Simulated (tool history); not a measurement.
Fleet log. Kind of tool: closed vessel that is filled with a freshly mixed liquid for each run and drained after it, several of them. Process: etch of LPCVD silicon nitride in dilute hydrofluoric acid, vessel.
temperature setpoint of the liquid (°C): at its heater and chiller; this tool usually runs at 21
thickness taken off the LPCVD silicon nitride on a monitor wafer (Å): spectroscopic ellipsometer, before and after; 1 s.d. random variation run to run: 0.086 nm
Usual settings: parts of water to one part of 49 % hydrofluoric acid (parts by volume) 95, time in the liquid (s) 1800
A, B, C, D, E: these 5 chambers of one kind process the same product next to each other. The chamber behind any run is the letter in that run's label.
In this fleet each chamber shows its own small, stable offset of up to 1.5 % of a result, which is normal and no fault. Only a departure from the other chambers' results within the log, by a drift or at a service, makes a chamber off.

run,hour,temperature setpoint of the liquid (°C),parts of water to one part of 49 % hydrofluoric acid (parts by volume),time in the liquid (s),hours since the thermometer was replaced,hours since the hydrofluoric acid flow meter was replaced,"read-back film thickness of the LPCVD silicon nitride reference wafer, read on the same gauge (nm)",thickness taken off the LPCVD silicon nitride on a monitor wafer (Å)
1C,7.8,21,95,1800,750,479.5,150.02,88.313
2D,18.9,21,95,1800,161.9,329.5,150.05,90.373
3B,29.6,21,95,1800,1280.5,1969.2,149.98,88.758
4A,40.5,21,95,1800,305.4,377.2,149.99,88.141
5E,48.6,21,95,1800,2091.2,385.7,149.99,90.464
6B,55,21,95,1800,1305.9,1994.6,150.01,89.718
7D,62.9,21,60,1205,205.9,373.5,150,94.239
8C,68.9,21,60,1205,811.1,540.6,149.99,93.532
9E,77.2,21,60,1205,2119.8,414.3,150.01,94.333
10A,88.4,21,60,1205,353.3,425.1,150.01,91.855
11B,94.2,21,60,1205,1345.1,2033.8,149.97,92.258
12E,101.6,21,95,1800,2144.2,438.7,149.96,90.233
13D,109,21,95,1800,252,419.6,150,90.759
14A,115.5,21,95,1800,380.4,452.2,150.01,84.575
# hour 121.4: chamber E: hydrofluoric acid flow meter replaced
15C,124.3,21,95,1800,866.5,596,150.04,87.505
16E,134,21,95,1800,2176.6,12.6,150.01,89.115
17B,141.1,21,95,1800,1392,2080.7,150,89.728
18D,148.1,21,95,1800,291.1,458.7,149.98,89.899
19C,155.4,21,95,1800,897.6,627.1,150.05,88.809
# hour 156.8: chamber B: hydrofluoric acid flow meter replaced
20A,166.6,21,95,1800,431.5,503.3,149.97,86.043
21C,177,21,95,1800,919.2,648.7,149.97,88.56
22A,182.8,21,95,1800,447.7,519.5,150.02,83.542
23B,193.4,23.5,95,1800,1444.3,36.6,149.99,106.11
24D,205.5,23.5,95,1800,348.5,516.1,150.02,105.91
25E,217.7,23.5,95,1800,2260.3,96.3,149.98,105.89
26C,227.4,23.5,95,1800,969.6,699.1,150,104.46
27E,238.9,23.5,95,1800,2281.5,117.5,150.04,105.44
28A,251,21,95,1800,515.9,587.7,150.03,81.491
29D,258.3,21,95,1800,401.3,568.9,150,89.824
30B,264.7,21,95,1800,1515.6,107.9,150.03,88.69
31D,276.8,21,95,1800,419.8,587.4,150,90.22

Decide between three cases: one chamber stands off from its peers, the gauge reading all wafers drifts, or nothing is wrong past each chamber's small offset. Where a chamber is off, say which and what most likely put it there.

It is chamber A that slowly wanders off from its peers.
Most likely cause: liquid colder than its thermometer reads (K) = 1.59.
With only this log, it may be confused with: hydrofluoric acid flow below the setpoint (%).

Chamber A could run next with any of the 4 candidate recipes listed below; each alters the usual settings, and their results appear as question marks. Which one brings its results back in line with what the other chambers deliver on the usual settings?
Allowed miss from the other chambers' usual-settings mean, per result, to count as in line: thickness taken off the LPCVD silicon nitride on a monitor wafer (Å) 3
32A-1,285.9,21,95,1705,,,,?
32A-2,285.9,21,100,1710,,,,?
32A-3,285.9,21,90,1800,,,,?
32A-4,285.9,21.5,95,1955,,,,?

Usual-settings mean across the other chambers: thickness taken off the LPCVD silicon nitride on a monitor wafer (Å) 89.181
run,thickness taken off the LPCVD silicon nitride on a monitor wafer (Å)
32A-1,75.314
32A-2,71.831
32A-3,83.83
32A-4,89.362
32A-4 is the one that brings the chamber's results back in line with the other chambers.

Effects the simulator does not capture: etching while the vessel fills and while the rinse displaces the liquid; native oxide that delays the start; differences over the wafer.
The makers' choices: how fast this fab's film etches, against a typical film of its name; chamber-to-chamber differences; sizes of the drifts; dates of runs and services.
